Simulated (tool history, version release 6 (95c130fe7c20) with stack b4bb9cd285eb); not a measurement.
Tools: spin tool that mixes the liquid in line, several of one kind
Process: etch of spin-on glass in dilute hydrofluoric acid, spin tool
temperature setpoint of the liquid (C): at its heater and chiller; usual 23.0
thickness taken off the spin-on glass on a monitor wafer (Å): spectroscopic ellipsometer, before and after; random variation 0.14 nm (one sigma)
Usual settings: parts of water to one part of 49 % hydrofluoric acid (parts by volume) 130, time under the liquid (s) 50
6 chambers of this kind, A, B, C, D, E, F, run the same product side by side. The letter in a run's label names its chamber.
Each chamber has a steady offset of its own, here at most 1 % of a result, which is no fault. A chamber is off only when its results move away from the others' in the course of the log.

run   hour  temperature setpoint of the liquid (C)  parts of water to one part of 49 % hydrofluoric acid (parts by volume)  time under the liquid (s)  hours since the thermometer was replaced  hours since the hydrofluoric acid flow meter was replaced  read-back film thickness of the spin-on glass reference wafer, read on the same gauge (nm)  thickness taken off the spin-on glass on a monitor wafer (Å)
 1F    8.0                                    23.0                                                                     130                         50                                    1258.1                                                     1183.4                                                                                      110.00                                                        246.74
 2A   19.7                                    23.0                                                                     130                         50                                    1328.9                                                     1081.2                                                                                      110.02                                                        247.61
 3B   29.4                                    23.0                                                                     130                         50                                    1961.0                                                      792.1                                                                                      110.02                                                        245.35
 4D   41.3                                    23.0                                                                     130                         50                                     736.2                                                      218.6                                                                                      110.03                                                        244.08
 5E   51.4                                    23.0                                                                     130                         50                                    1989.5                                                     2210.9                                                                                      110.00                                                        244.91
 6C   63.8                                    23.0                                                                     130                         50                                     630.6                                                      391.6                                                                                      109.93                                                        248.28
 7A   73.1                                    23.0                                                                      95                         50                                    1382.3                                                     1134.6                                                                                      109.95                                                        353.59
 8F   81.9                                    23.0                                                                      95                         50                                    1332.0                                                     1257.3                                                                                      110.05                                                        359.20
 9C   90.1                                    23.0                                                                      95                         50                                     656.9                                                      417.9                                                                                      110.02                                                        346.59
10D   98.5                                    23.0                                                                      95                         50                                     793.4                                                      275.8                                                                                      109.99                                                        350.71
     103.1  -- chamber F: hydrofluoric acid flow meter replaced
11E  113.2                                    23.0                                                                      95                         50                                    2051.3                                                     2272.7                                                                                      110.03                                                        348.62
12B  122.4                                    23.0                                                                      95                         50                                    2054.0                                                      885.1                                                                                      110.03                                                        349.11
13D  132.7                                    21.5                                                                     130                         75                                     827.6                                                      310.0                                                                                      109.98                                                        346.20
14E  140.0                                    21.5                                                                     130                         75                                    2078.1                                                     2299.5                                                                                      109.98                                                        344.91
15A  149.9                                    21.5                                                                     130                         75                                    1459.1                                                     1211.4                                                                                      109.97                                                        348.87
     163.4  -- chamber E: hydrofluoric acid flow meter replaced
16F  165.6                                    21.5                                                                     130                         75                                    1415.7                                                       62.5                                                                                      109.96                                                        351.45
17B  175.7                                    21.5                                                                     130                         75                                    2107.3                                                      938.4                                                                                      109.99                                                        352.94
18C  189.3                                    21.5                                                                     130                         75                                     756.1                                                      517.1                                                                                      109.96                                                        347.65
     202.1  -- chamber A: thermometer replaced
19C  203.7                                    23.0                                                                     130                         50                                     770.5                                                      531.5                                                                                      109.98                                                        244.48
20A  211.4                                    23.0                                                                     130                         50                                       9.3                                                     1272.9                                                                                      110.00                                                        244.88
     222.4  -- chamber B: thermometer replaced
21B  223.1                                    20.0                                                                     185                         50                                       0.8                                                      985.8                                                                                      109.98                                                        150.29
22F  238.2                                    20.0                                                                     185                         50                                    1488.3                                                      135.1                                                                                      109.97                                                        146.05
23E  248.3                                    20.0                                                                     185                         50                                    2186.4                                                       85.0                                                                                      110.02                                                        143.57
24D  255.2                                    20.0                                                                     185                         50                                     950.1                                                      432.5                                                                                      110.02                                                        142.64
25C  270.5                                    20.0                                                                     185                         50                                     837.3                                                      598.3                                                                                      110.01                                                        145.03
26B  282.2                                    20.0                                                                     185                         50                                      59.9                                                     1044.9                                                                                      110.01                                                        152.28
27F  293.5                                    23.0                                                                     130                         50                                    1543.6                                                      190.4                                                                                      110.03                                                        246.42
28A  306.4                                    23.0                                                                     130                         50                                     104.3                                                     1367.9                                                                                      110.00                                                        249.57
29D  316.8                                    23.0                                                                     130                         50                                    1011.7                                                      494.1                                                                                      110.00                                                        243.17
     319.6  -- chamber C: hydrofluoric acid flow meter replaced
30E  332.5                                    23.0                                                                     130                         50                                    2270.6                                                      169.2                                                                                      109.98                                                        243.77
31C  345.5                                    23.0                                                                     130                         50                                     912.3                                                       25.9                                                                                      110.03                                                        243.83
32A  356.6                                    21.0                                                                     130                         50                                     154.5                                                     1418.1                                                                                      109.96                                                        229.28
33F  367.6                                    21.0                                                                     130                         50                                    1617.7                                                      264.5                                                                                      110.00                                                        226.19
34D  378.1                                    21.0                                                                     130                         50                                    1073.0                                                      555.4                                                                                      109.98                                                        227.90
35E  393.6                                    21.0                                                                     130                         50                                    2331.7                                                      230.3                                                                                      109.99                                                        227.18
36B  406.6                                    21.0                                                                     130                         50                                     184.3                                                     1169.3                                                                                      110.02                                                        246.40
37D  413.5                                    21.0                                                                     130                         50                                    1108.4                                                      590.8                                                                                      110.01                                                        222.81
38A  420.3                                    26.0                                                                     130                         50                                     218.2                                                     1481.8                                                                                      110.00                                                        277.85

What goes on in this fleet: one chamber off, a drifting gauge, or nothing beyond the chambers' own small offsets? Name the chamber and the cause, if any.

Chamber B drifts away from the others.
Cause: hydrofluoric acid flow above the setpoint (%) = 7.31.

Here are 4 candidates for chamber B's next run, each the usual settings with a change, their results left as question marks. Which one brings its results back in line with what the others give on the usual settings?
In line means no further than this from the other chambers' mean on the usual settings: thickness taken off the spin-on glass on a monitor wafer (Å) 4.80
39B-1  431.7                                    25.0                                                                     130                         50                                                                                                                                                                                                                                                              ?
39B-2  431.7                                    22.5                                                                     130                         50                                                                                                                                                                                                                                                              ?
39B-3  431.7                                    23.0                                                                     140                         50                                                                                                                                                                                                                                                              ?
39B-4  431.7                                    23.5                                                                     130                         50                                                                                                                                                                                                                                                              ?

The other chambers' mean on the usual settings: thickness taken off the spin-on glass on a monitor wafer (Å) 245.94
  run  thickness taken off the spin-on glass on a monitor wafer (Å)
39B-1                                                        288.23
39B-2                                                        261.48
39B-3                                                        245.12
39B-4                                                        271.99
39B-3 brings the chamber back in line.

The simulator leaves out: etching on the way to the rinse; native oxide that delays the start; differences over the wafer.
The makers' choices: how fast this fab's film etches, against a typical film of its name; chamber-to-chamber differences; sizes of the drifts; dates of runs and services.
